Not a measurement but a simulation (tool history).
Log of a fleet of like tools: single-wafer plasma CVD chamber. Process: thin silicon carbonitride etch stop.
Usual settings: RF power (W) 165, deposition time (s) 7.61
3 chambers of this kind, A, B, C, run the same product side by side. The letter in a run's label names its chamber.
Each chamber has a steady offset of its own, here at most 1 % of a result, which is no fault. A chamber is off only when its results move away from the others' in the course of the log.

run	day	RF power (W)	deposition time (s)	read-back reference wafer on the same gauge, thickness_nm	mean film thickness on the monitor wafer (nm)
1A	0.367	165	7.61	4.7677	4.0646
2C	0.646	165	7.61	4.7735	4.0542
3B	0.975	165	7.61	4.7666	4.1439
4A	1.250	165	7.61	4.7686	4.0892
5C	1.650	150	7.08	4.7732	3.6727
6B	2.079	150	7.08	4.7703	3.7173
7A	2.500	150	7.08	4.7704	3.6884
8B	2.967	165	7.61	4.7705	4.1409
9C	3.433	165	7.61	4.7728	4.0527
10B	3.692	165	7.61	4.7701	4.1429
11A	4.100	165	7.61	4.7688	4.0660
12C	4.429	165	7.61	4.7724	4.0988
13B	4.812	165	7.61	4.7710	4.1630
14C	5.212	165	7.61	4.7724	4.0880
# day 5.321: chamber C: thermocouple changed; heater temperature recalibrated
15A	5.596	185	6.66	4.7675	3.7321
16C	5.867	185	6.66	4.7633	3.6869
17A	6.138	185	6.66	4.7686	3.7413
18B	6.588	165	7.61	4.7735	4.1123
19C	6.904	165	7.61	4.7713	4.0984
20B	7.179	165	7.61	4.7703	4.1392
21A	7.562	145	8.42	4.7721	4.3589
22B	7.800	145	8.42	4.7719	4.4324
23A	8.229	145	8.42	4.7737	4.3894
24C	8.467	165	7.61	4.7698	4.0797
25C	8.850	165	7.61	4.7723	4.0519
26B	9.100	180	6.32	4.7695	3.5395
27A	9.371	180	6.32	4.7726	3.4883
28A	9.625	180	6.32	4.7708	3.4899
29C	10.075	165	7.61	4.7655	4.0690
30B	10.417	165	7.61	4.7664	4.1260
31B	10.629	165	7.61	4.7670	4.1196
32A	11.079	165	7.61	4.7684	4.1088
33C	11.325	165	7.61	4.7696	4.0902
34A	11.683	165	7.61	4.7724	4.1203
35C	12.117	165	7.61	4.7737	4.0537

Is one chamber off against the others, does the gauge drift, or is nothing wrong? If a chamber is off, say which, and what the likeliest cause is.

No chamber stands off beyond its own small offset, and the gauge holds steady.

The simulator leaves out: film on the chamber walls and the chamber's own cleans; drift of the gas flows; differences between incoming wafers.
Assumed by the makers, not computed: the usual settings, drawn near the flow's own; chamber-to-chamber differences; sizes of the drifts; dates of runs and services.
